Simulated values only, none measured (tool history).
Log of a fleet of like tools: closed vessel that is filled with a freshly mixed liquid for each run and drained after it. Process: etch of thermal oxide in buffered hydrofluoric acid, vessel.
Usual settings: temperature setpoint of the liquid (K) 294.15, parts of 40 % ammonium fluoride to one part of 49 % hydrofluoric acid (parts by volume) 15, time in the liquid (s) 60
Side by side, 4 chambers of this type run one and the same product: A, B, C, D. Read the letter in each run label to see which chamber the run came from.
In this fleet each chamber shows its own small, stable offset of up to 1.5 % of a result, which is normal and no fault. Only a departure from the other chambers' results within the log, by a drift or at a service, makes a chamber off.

run	hour	temperature setpoint of the liquid (K)	parts of 40 % ammonium fluoride to one part of 49 % hydrofluoric acid (parts by volume)	time in the liquid (s)	read-back film thickness of the thermal oxide reference wafer, read on the same gauge (nm)	thickness taken off the thermal oxide on a monitor wafer (nm)
1C	7.2	294.15	15	60	30.011	40.457
2D	13.5	294.15	15	60	30.004	40.445
3A	18.8	294.15	15	60	29.988	40.292
4B	28.1	294.15	15	60	30.011	40.043
5C	32.6	294.15	15	60	30.001	40.744
6D	37.5	294.15	15	60	29.973	40.758
7A	45.2	294.15	15	60	29.999	40.368
8B	52.7	294.15	15	60	30.003	39.926
# hour 54: chamber D: hydrofluoric acid flow meter replaced
9C	57.7	294.15	15	60	30.022	40.41
10B	64	294.15	15	60	29.993	39.974
11A	68.7	294.15	15	60	30.005	40.205
12D	73.2	294.15	15	60	30.003	40.31
13D	78.1	294.15	15	60	29.992	40.563
14A	82.5	294.15	15	60	30.003	40.3
15C	88.4	294.15	15	60	30.007	40.367
16B	97.4	294.15	15	60	29.985	39.834
17C	102.5	294.15	15	60	30	40.57
# hour 105.2: chamber A: thermometer replaced
18A	107.7	294.15	15	60	29.977	40.264
19B	114.1	294.15	15	60	29.998	39.949
20D	119.6	294.15	15	60	30.003	40.544
21A	127.4	294.15	15	60	29.991	40.518
22B	136.3	290.65	15	60	29.997	33.027
23D	142.7	290.65	15	60	30.025	33.277
24C	152.6	290.65	15	60	29.983	33.118
25C	162.5	290.65	15	60	29.991	32.849
26B	172.4	294.15	15	60	30.002	40.035
27A	180.9	294.15	15	60	30.001	40.359
28D	187.5	290.15	12	60	29.964	40.4
29C	195.1	290.15	12	60	29.989	39.67
30D	200.4	290.15	12	60	30.001	40.439
31A	207.2	290.15	12	60	30.021	40.146
32B	215.8	294.15	15	60	30.024	40.022
33A	220.6	294.15	15	60	30.019	40.52
34B	226.2	294.15	15	60	30.019	39.935
35D	232	294.15	15	60	30.031	40.648
36C	236.5	294.15	15	60	29.993	40.484

Each of the 4 chambers runs these same settings next. Fill in every chamber's results:
37A	243.8	294.15	15	60		?
37B	243.8	294.15	15	60		?
37C	243.8	294.15	15	60		?
37D	243.8	294.15	15	60		?

run	thickness taken off the thermal oxide on a monitor wafer (nm)
37A	40.52
37B	39.791
37C	40.183
37D	40.456
